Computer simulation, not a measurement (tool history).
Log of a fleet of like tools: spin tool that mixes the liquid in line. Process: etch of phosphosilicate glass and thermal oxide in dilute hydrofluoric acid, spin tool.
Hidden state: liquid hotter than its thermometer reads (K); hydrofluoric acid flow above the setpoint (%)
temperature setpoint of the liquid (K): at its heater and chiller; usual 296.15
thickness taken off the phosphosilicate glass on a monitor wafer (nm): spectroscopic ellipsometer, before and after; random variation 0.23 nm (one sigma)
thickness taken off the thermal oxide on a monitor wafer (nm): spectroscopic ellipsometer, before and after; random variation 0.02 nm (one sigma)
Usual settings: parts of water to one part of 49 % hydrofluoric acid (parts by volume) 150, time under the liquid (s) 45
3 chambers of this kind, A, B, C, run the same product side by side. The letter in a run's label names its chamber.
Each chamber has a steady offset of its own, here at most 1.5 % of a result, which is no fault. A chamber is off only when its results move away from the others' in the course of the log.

run   hour  temperature setpoint of the liquid (K)  parts of water to one part of 49 % hydrofluoric acid (parts by volume)  time under the liquid (s)  hours since the thermometer was replaced  hours since the hydrofluoric acid flow meter was replaced  read-back film thickness of the phosphosilicate glass reference wafer, read on the same gauge (nm)  read-back film thickness of the thermal oxide reference wafer, read on the same gauge (nm)  thickness taken off the phosphosilicate glass on a monitor wafer (nm)  thickness taken off the thermal oxide on a monitor wafer (nm)
 1A   10.6                                  296.15                                                                     150                         45                                      67.9                                                     1267.8                                                                                              120.01                                                                                      119.99                                                                 25.146                                                         1.2531
 2C   17.8                                  296.15                                                                     150                         45                                     710.3                                                      648.9                                                                                              120.05                                                                                      120.02                                                                 25.126                                                         1.1895
 3B   24.0                                  296.15                                                                     150                         45                                     513.0                                                      672.0                                                                                              120.01                                                                                      120.04                                                                 26.052                                                         1.2240
 4A   32.6                                  296.15                                                                     150                         45                                      89.9                                                     1289.8                                                                                              120.01                                                                                      119.96                                                                 25.296                                                         1.2537
      34.9  -- chamber C: hydrofluoric acid flow meter replaced
 5B   42.9                                  296.15                                                                     150                         45                                     531.9                                                      690.9                                                                                              119.99                                                                                      120.02                                                                 25.328                                                         1.2110
 6C   53.3                                  296.15                                                                     150                         65                                     745.8                                                       18.4                                                                                              120.02                                                                                      119.98                                                                 36.690                                                         1.7799
 7A   61.1                                  296.15                                                                     150                         65                                     118.4                                                     1318.3                                                                                              119.99                                                                                      119.98                                                                 36.451                                                         1.7456
 8C   70.9                                  296.15                                                                     150                         65                                     763.4                                                       36.0                                                                                              120.00                                                                                      120.03                                                                 36.037                                                         1.7355
 9B   76.6                                  296.15                                                                     150                         45                                     565.6                                                      724.6                                                                                              120.01                                                                                      120.00                                                                 25.224                                                         1.2187
10A   81.9                                  296.15                                                                     150                         45                                     139.2                                                     1339.1                                                                                              120.01                                                                                      120.01                                                                 25.045                                                         1.1883
11B   92.1                                  296.15                                                                     150                         45                                     581.1                                                      740.1                                                                                              119.96                                                                                      120.02                                                                 25.468                                                         1.2248
12C  102.4                                  296.15                                                                     150                         45                                     794.9                                                       67.5                                                                                              120.01                                                                                      119.99                                                                 25.053                                                         1.2319
13A  110.7                                  296.15                                                                     150                         45                                     168.0                                                     1367.9                                                                                              119.97                                                                                      120.01                                                                 25.176                                                         1.1991
14B  119.6                                  296.15                                                                     150                         45                                     608.6                                                      767.6                                                                                              120.01                                                                                      119.99                                                                 25.716                                                         1.2037
15C  130.2                                  296.15                                                                     150                         45                                     822.7                                                       95.3                                                                                              120.01                                                                                      120.02                                                                 24.759                                                         1.2236
16A  139.1                                  296.15                                                                     150                         45                                     196.4                                                     1396.3                                                                                              120.04                                                                                      120.01                                                                 25.539                                                         1.2605
17C  145.9                                  296.15                                                                     150                         45                                     838.4                                                      111.0                                                                                              119.97                                                                                      119.99                                                                 25.277                                                         1.2467
18B  152.5                                  296.15                                                                     150                         45                                     641.5                                                      800.5                                                                                              119.98                                                                                      120.00                                                                 25.612                                                         1.2509
19B  161.5                                  296.15                                                                     150                         45                                     650.5                                                      809.5                                                                                              120.03                                                                                      119.98                                                                 25.205                                                         1.2346
20C  170.5                                  296.15                                                                     150                         45                                     863.0                                                      135.6                                                                                              119.95                                                                                      120.01                                                                 25.221                                                         1.2159
21A  180.2                                  296.15                                                                     150                         45                                     237.5                                                     1437.4                                                                                              120.03                                                                                      119.99                                                                 25.788                                                         1.2444
22C  188.0                                  296.15                                                                     150                         45                                     880.5                                                      153.1                                                                                              119.93                                                                                      119.98                                                                 25.562                                                         1.2035
23A  192.7                                  296.15                                                                     150                         45                                     250.0                                                     1449.9                                                                                              119.97                                                                                      120.00                                                                 25.187                                                         1.2232
     195.0  -- chamber B: thermometer replaced
24B  199.1                                  296.15                                                                     150                         45                                       4.1                                                      847.1                                                                                              119.98                                                                                      120.01                                                                 25.590                                                         1.2403
25C  208.3                                  296.15                                                                     150                         45                                     900.8                                                      173.4                                                                                              119.99                                                                                      120.00                                                                 25.084                                                         1.1872
26B  213.4                                  296.15                                                                     150                         45                                      18.4                                                      861.4                                                                                              120.03                                                                                      120.04                                                                 25.483                                                         1.2404
27A  220.4                                  296.15                                                                     150                         45                                     277.7                                                     1477.6                                                                                              120.00                                                                                      120.00                                                                 25.476                                                         1.2481
28B  228.1                                  296.15                                                                     150                         45                                      33.1                                                      876.1                                                                                              119.97                                                                                      120.01                                                                 25.565                                                         1.2311
29A  234.5                                  293.15                                                                     150                         55                                     291.8                                                     1491.7                                                                                              119.97                                                                                      120.00                                                                 27.412                                                         1.3397
30C  242.4                                  293.15                                                                     150                         55                                     934.9                                                      207.5                                                                                              120.00                                                                                      120.03                                                                 27.493                                                         1.3484
31C  249.9                                  293.15                                                                     150                         55                                     942.4                                                      215.0                                                                                              120.01                                                                                      119.99                                                                 27.275                                                         1.3354
32A  257.6                                  296.15                                                                     150                         45                                     314.9                                                     1514.8                                                                                              119.98                                                                                      120.00                                                                 25.467                                                         1.2189
33B  267.2                                  296.15                                                                     150                         45                                      72.2                                                      915.2                                                                                              119.93                                                                                      119.99                                                                 25.415                                                         1.2432
34C  277.8                                  296.15                                                                     150                         45                                     970.3                                                      242.9                                                                                              119.99                                                                                      119.98                                                                 25.452                                                         1.2453
35B  285.9                                  296.15                                                                     150                         45                                      90.9                                                      933.9                                                                                              119.95                                                                                      120.01                                                                 25.338                                                         1.2177
36A  295.0                                  296.15                                                                     150                         45                                     352.3                                                     1552.2                                                                                              120.02                                                                                      120.00                                                                 25.081                                                         1.1882

All 3 chambers run these settings next. Forecast each chamber's results:
37A  302.7                                  299.65                                                                     150                         45                                                                                                                                                                                                                                                                                                                                                                           ?                                                              ?
37B  302.7                                  299.65                                                                     150                         45                                                                                                                                                                                                                                                                                                                                                                           ?                                                              ?
37C  302.7                                  299.65                                                                     150                         45                                                                                                                                                                                                                                                                                                                                                                           ?                                                              ?

run  thickness taken off the phosphosilicate glass on a monitor wafer (nm)  thickness taken off the thermal oxide on a monitor wafer (nm)
37A                                                                 29.018                                                         1.4058
37B                                                                 29.372                                                         1.3824
37C                                                                 28.949                                                         1.3800
